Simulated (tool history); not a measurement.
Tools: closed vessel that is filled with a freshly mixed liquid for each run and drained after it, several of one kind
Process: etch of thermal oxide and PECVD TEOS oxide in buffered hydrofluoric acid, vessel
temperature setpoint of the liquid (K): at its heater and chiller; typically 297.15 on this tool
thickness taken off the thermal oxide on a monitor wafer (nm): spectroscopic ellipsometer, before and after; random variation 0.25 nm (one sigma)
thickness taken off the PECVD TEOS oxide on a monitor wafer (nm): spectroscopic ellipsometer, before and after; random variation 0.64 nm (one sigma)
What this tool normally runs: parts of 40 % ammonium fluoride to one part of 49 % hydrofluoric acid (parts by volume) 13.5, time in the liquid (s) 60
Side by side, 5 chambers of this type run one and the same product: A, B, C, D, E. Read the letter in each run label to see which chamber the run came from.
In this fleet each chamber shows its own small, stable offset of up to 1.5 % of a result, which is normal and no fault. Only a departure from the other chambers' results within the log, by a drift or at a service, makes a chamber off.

| run | hour | temperature setpoint of the liquid (K) | parts of 40 % ammonium fluoride to one part of 49 % hydrofluoric acid (parts by volume) | time in the liquid (s) | hours since the thermometer was replaced | hours since the hydrofluoric acid flow meter was replaced | read-back film thickness of the thermal oxide reference wafer, read on the same gauge (nm) | read-back film thickness of the PECVD TEOS oxide reference wafer, read on the same gauge (nm) | thickness taken off the thermal oxide on a monitor wafer (nm) | thickness taken off the PECVD TEOS oxide on a monitor wafer (nm) |
|---|---|---|---|---|---|---|---|---|---|---|
| 1D | 11.3 | 297.15 | 13.5 | 60 | 42.5 | 901.4 | 49.99 | 120.03 | 49.253 | 111.44 |
| 2B | 19.8 | 297.15 | 13.5 | 60 | 2243.7 | 150.1 | 49.96 | 119.99 | 49.901 | 109.27 |
| 3A | 32.7 | 297.15 | 13.5 | 60 | 259 | 1057.2 | 50.012 | 120.01 | 49.814 | 109.79 |
| 4C | 40.5 | 297.15 | 13.5 | 60 | 522.5 | 76.8 | 49.974 | 119.98 | 49.601 | 108.67 |
| 5E | 47.3 | 297.15 | 13.5 | 60 | 405 | 843.5 | 49.992 | 119.98 | 49.732 | 109.55 |
| 6B | 57.8 | 297.15 | 13.5 | 60 | 2281.7 | 188.1 | 50.006 | 119.99 | 49.219 | 108.55 |
|  | 59.7 | chamber A: hydrofluoric acid flow meter replaced |
| 7E | 65.1 | 297.15 | 13.5 | 60 | 422.8 | 861.3 | 50.012 | 120.01 | 49.557 | 109.73 |
| 8C | 78.8 | 297.15 | 13.5 | 60 | 560.8 | 115.1 | 49.974 | 120 | 49.426 | 108.92 |
| 9A | 87.4 | 301.65 | 17.5 | 60 | 313.7 | 27.8 | 50.028 | 120.02 | 48.852 | 109.02 |
| 10D | 99.7 | 301.65 | 17.5 | 60 | 130.9 | 989.8 | 49.959 | 120 | 48.764 | 109.86 |
| 11B | 109.9 | 301.65 | 17.5 | 60 | 2333.8 | 240.2 | 49.993 | 119.98 | 48.674 | 106.66 |
| 12E | 120.3 | 301.65 | 17.5 | 60 | 478 | 916.5 | 49.964 | 120.01 | 48.958 | 107.49 |
| 13C | 133.2 | 301.65 | 17.5 | 60 | 615.2 | 169.5 | 50.035 | 120.01 | 49.103 | 107.3 |
| 14A | 140.7 | 297.15 | 13.5 | 60 | 367 | 81.1 | 49.975 | 119.99 | 49.808 | 109.35 |
| 15D | 147.2 | 297.15 | 13.5 | 60 | 178.4 | 1037.3 | 49.957 | 119.98 | 49.854 | 110.35 |
|  | 149.9 | chamber C: thermometer replaced |
| 16C | 158.8 | 297.15 | 13.5 | 60 | 9 | 195.1 | 50.006 | 119.99 | 50.214 | 108.65 |
| 17E | 169.4 | 297.15 | 13.5 | 90 | 527.1 | 965.6 | 49.992 | 119.98 | 74.626 | 162.98 |
| 18B | 179.3 | 297.15 | 13.5 | 90 | 2403.2 | 309.6 | 49.995 | 119.99 | 74.139 | 162.87 |
| 19D | 187.9 | 297.15 | 13.5 | 90 | 219.1 | 1078 | 50.041 | 119.97 | 74.544 | 166.36 |
| 20A | 199.4 | 297.15 | 13.5 | 90 | 425.7 | 139.8 | 49.997 | 119.98 | 74.584 | 165.61 |
| 21B | 211.7 | 297.15 | 13.5 | 90 | 2435.6 | 342 | 49.99 | 120.01 | 74.462 | 164.06 |
| 22A | 225.3 | 292.65 | 13.5 | 90 | 451.6 | 165.7 | 50.005 | 119.99 | 58.137 | 128.09 |
| 23C | 234.9 | 292.65 | 13.5 | 90 | 85.1 | 271.2 | 49.975 | 119.99 | 58.651 | 127.9 |
| 24E | 244.3 | 292.65 | 13.5 | 90 | 602 | 1040.5 | 49.953 | 120.01 | 57.657 | 128.85 |
| 25D | 251.1 | 292.65 | 13.5 | 90 | 282.3 | 1141.2 | 49.968 | 119.99 | 57.245 | 129.25 |
| 26E | 264.1 | 292.65 | 13.5 | 90 | 621.8 | 1060.3 | 49.996 | 119.99 | 58.164 | 128.83 |
| 27A | 274.1 | 297.15 | 13.5 | 60 | 500.4 | 214.5 | 49.976 | 120.03 | 49.798 | 110.3 |
| 28C | 280.9 | 297.15 | 13.5 | 60 | 131.1 | 317.2 | 49.99 | 119.98 | 49.812 | 109.48 |
| 29B | 291.3 | 297.15 | 13.5 | 60 | 2515.2 | 421.6 | 50.014 | 120.01 | 49.711 | 110.45 |
| 30D | 302.4 | 297.15 | 13.5 | 60 | 333.6 | 1192.5 | 50.011 | 120.02 | 49.421 | 111.87 |
| 31D | 309.1 | 297.15 | 13.5 | 60 | 340.3 | 1199.2 | 49.978 | 119.99 | 49.476 | 110.97 |
| 32C | 321.7 | 297.15 | 13.5 | 60 | 171.9 | 358 | 50.048 | 120.02 | 50.036 | 110.28 |
| 33E | 328.4 | 297.15 | 13.5 | 60 | 686.1 | 1124.6 | 50.01 | 120 | 49.788 | 109.56 |
| 34B | 335 | 297.15 | 13.5 | 60 | 2558.9 | 465.3 | 49.985 | 120.04 | 49.555 | 108.7 |
| 35A | 341.6 | 297.15 | 13.5 | 60 | 567.9 | 282 | 49.975 | 120 | 49.938 | 110.81 |
| 36B | 353.1 | 297.15 | 13.5 | 60 | 2577 | 483.4 | 49.995 | 119.98 | 49.485 | 109.6 |
|  | 355.6 | chamber B: thermometer replaced |
| 37C | 363.7 | 297.15 | 13.5 | 60 | 213.9 | 400 | 49.989 | 119.99 | 49.456 | 109.39 |
| 38A | 376.5 | 297.15 | 10 | 60 | 602.8 | 316.9 | 49.994 | 119.99 | 66.757 | 146.29 |
| 39E | 387.3 | 297.15 | 10 | 60 | 745 | 1183.5 | 50.004 | 120.03 | 67.366 | 147.98 |
| 40D | 398.8 | 297.15 | 10 | 60 | 430 | 1288.9 | 50 | 120 | 66.127 | 149.13 |
| 41C | 405.3 | 297.15 | 10 | 60 | 255.5 | 441.6 | 50.038 | 120.01 | 67.063 | 146.41 |
| 42B | 412.5 | 297.15 | 10 | 60 | 56.9 | 542.8 | 49.98 | 120.01 | 67.161 | 146.52 |

Has any chamber moved away from the others, gradually or after a service, or does the common gauge drift, or do the chambers differ only by their own small steady offsets? State the chamber and the most likely cause if one applies.

No chamber is off and the gauge is stable; the differences are just each chamber's small, constant offset.

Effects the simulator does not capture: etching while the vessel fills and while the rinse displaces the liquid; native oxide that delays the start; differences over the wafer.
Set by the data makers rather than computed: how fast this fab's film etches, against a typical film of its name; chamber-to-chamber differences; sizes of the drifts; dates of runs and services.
